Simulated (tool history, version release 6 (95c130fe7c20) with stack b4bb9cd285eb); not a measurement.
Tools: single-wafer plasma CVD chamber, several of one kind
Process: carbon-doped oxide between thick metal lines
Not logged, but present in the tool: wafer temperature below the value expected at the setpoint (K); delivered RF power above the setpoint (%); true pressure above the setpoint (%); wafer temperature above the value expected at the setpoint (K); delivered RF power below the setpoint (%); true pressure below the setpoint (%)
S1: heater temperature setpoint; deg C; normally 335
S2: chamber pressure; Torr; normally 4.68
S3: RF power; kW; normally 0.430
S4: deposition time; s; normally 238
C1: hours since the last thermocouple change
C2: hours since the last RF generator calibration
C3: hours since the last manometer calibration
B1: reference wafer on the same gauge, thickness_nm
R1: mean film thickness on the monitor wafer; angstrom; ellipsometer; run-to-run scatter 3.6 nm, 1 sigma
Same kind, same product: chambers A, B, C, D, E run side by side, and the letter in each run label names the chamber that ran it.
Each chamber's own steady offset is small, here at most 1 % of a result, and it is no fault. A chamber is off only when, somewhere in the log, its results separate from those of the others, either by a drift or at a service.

| run | hour | S1 | S2 | S3 | S4 | C1 | C2 | C3 | B1 | R1 |
|---|---|---|---|---|---|---|---|---|---|---|
| 1A | 5.4 | 335 | 4.68 | 0.430 | 238 | 195.1 | 259.7 | 1409.6 | 1270.6 | 11123 |
| 2E | 10.8 | 335 | 4.68 | 0.430 | 238 | 686.4 | 1676.3 | 1794.4 | 1270.5 | 11094 |
| 3C | 20.6 | 335 | 4.68 | 0.430 | 238 | 842.3 | 131.1 | 1011.1 | 1269.3 | 11065 |
| 4D | 26.2 | 335 | 4.68 | 0.430 | 238 | 92.4 | 224.2 | 1218.1 | 1269.2 | 11093 |
| 5B | 31.6 | 335 | 4.68 | 0.430 | 263 | 2046.4 | 214.6 | 344.2 | 1270.0 | 12307 |
| 6B | 41.2 | 335 | 4.68 | 0.430 | 263 | 2056.0 | 224.2 | 353.8 | 1270.8 | 12393 |
| 7A | 45.9 | 335 | 4.68 | 0.430 | 263 | 235.6 | 300.2 | 1450.1 | 1270.4 | 12343 |
| 8E | 52.2 | 335 | 4.68 | 0.430 | 263 | 727.8 | 1717.7 | 1835.8 | 1270.7 | 12304 |
| 9D | 59.0 | 335 | 4.68 | 0.430 | 263 | 125.2 | 257.0 | 1250.9 | 1270.0 | 12292 |
| 10C | 65.3 | 349 | 4.68 | 0.430 | 283 | 887.0 | 175.8 | 1055.8 | 1270.1 | 12632 |
| 11E | 75.3 | 349 | 4.68 | 0.430 | 283 | 750.9 | 1740.8 | 1858.9 | 1268.8 | 12736 |
| 12A | 79.8 | 349 | 4.68 | 0.430 | 283 | 269.5 | 334.1 | 1484.0 | 1269.6 | 12729 |
| 13D | 87.4 | 349 | 4.68 | 0.430 | 283 | 153.6 | 285.4 | 1279.3 | 1270.0 | 12634 |
| 14C | 93.7 | 349 | 4.68 | 0.430 | 283 | 915.4 | 204.2 | 1084.2 | 1270.7 | 12706 |
| 15B | 98.7 | 335 | 4.68 | 0.430 | 238 | 2113.5 | 281.7 | 411.3 | 1270.2 | 11214 |
|  | 102.6 | chamber C: thermocouple changed; heater temperature recalibrated |
| 16A | 107.8 | 335 | 4.68 | 0.430 | 238 | 297.5 | 362.1 | 1512.0 | 1270.1 | 11093 |
| 17D | 113.1 | 335 | 4.68 | 0.430 | 238 | 179.3 | 311.1 | 1305.0 | 1268.8 | 11087 |
| 18B | 122.6 | 335 | 4.68 | 0.430 | 274 | 2137.4 | 305.6 | 435.2 | 1269.7 | 12863 |
| 19C | 132.1 | 335 | 4.68 | 0.430 | 274 | 29.5 | 242.6 | 1122.6 | 1269.2 | 12810 |
| 20E | 140.0 | 335 | 4.68 | 0.430 | 274 | 815.6 | 1805.5 | 1923.6 | 1270.7 | 12771 |
| 21A | 148.7 | 335 | 4.68 | 0.430 | 274 | 338.4 | 403.0 | 1552.9 | 1270.2 | 12822 |
| 22C | 158.9 | 335 | 4.68 | 0.430 | 274 | 56.3 | 269.4 | 1149.4 | 1269.6 | 12805 |
| 23E | 165.6 | 323 | 4.68 | 0.430 | 238 | 841.2 | 1831.1 | 1949.2 | 1270.6 | 11534 |
| 24B | 170.2 | 323 | 4.68 | 0.430 | 238 | 2185.0 | 353.2 | 482.8 | 1269.8 | 11636 |
| 25D | 178.4 | 323 | 4.68 | 0.430 | 238 | 244.6 | 376.4 | 1370.3 | 1270.2 | 11536 |
| 26B | 187.4 | 323 | 4.68 | 0.430 | 238 | 2202.2 | 370.4 | 500.0 | 1270.1 | 11651 |
| 27C | 194.3 | 323 | 4.68 | 0.430 | 238 | 91.7 | 304.8 | 1184.8 | 1270.1 | 11588 |
| 28E | 200.5 | 335 | 4.68 | 0.430 | 238 | 876.1 | 1866.0 | 1984.1 | 1270.1 | 11090 |
| 29D | 210.0 | 335 | 4.68 | 0.430 | 238 | 276.2 | 408.0 | 1401.9 | 1269.4 | 11117 |
| 30A | 217.0 | 335 | 4.68 | 0.430 | 238 | 406.7 | 471.3 | 1621.2 | 1270.3 | 11251 |
|  | 223.1 | chamber E: capacitance manometer re-zeroed and calibrated |
| 31E | 225.5 | 335 | 4.68 | 0.430 | 238 | 901.1 | 1891.0 | 2.5 | 1270.3 | 11109 |

Next, all 5 chambers run the settings below, one line each with question marks for the results. What does each chamber give?
| 32A | 232.9 | 335 | 4.68 | 0.490 | 238 |  |  |  |  | ? |
| 32B | 232.9 | 335 | 4.68 | 0.490 | 238 |  |  |  |  | ? |
| 32C | 232.9 | 335 | 4.68 | 0.490 | 238 |  |  |  |  | ? |
| 32D | 232.9 | 335 | 4.68 | 0.490 | 238 |  |  |  |  | ? |
| 32E | 232.9 | 335 | 4.68 | 0.490 | 238 |  |  |  |  | ? |

| run | R1 |
|---|---|
| 32A | 12154 |
| 32B | 12192 |
| 32C | 12173 |
| 32D | 12120 |
| 32E | 12076 |
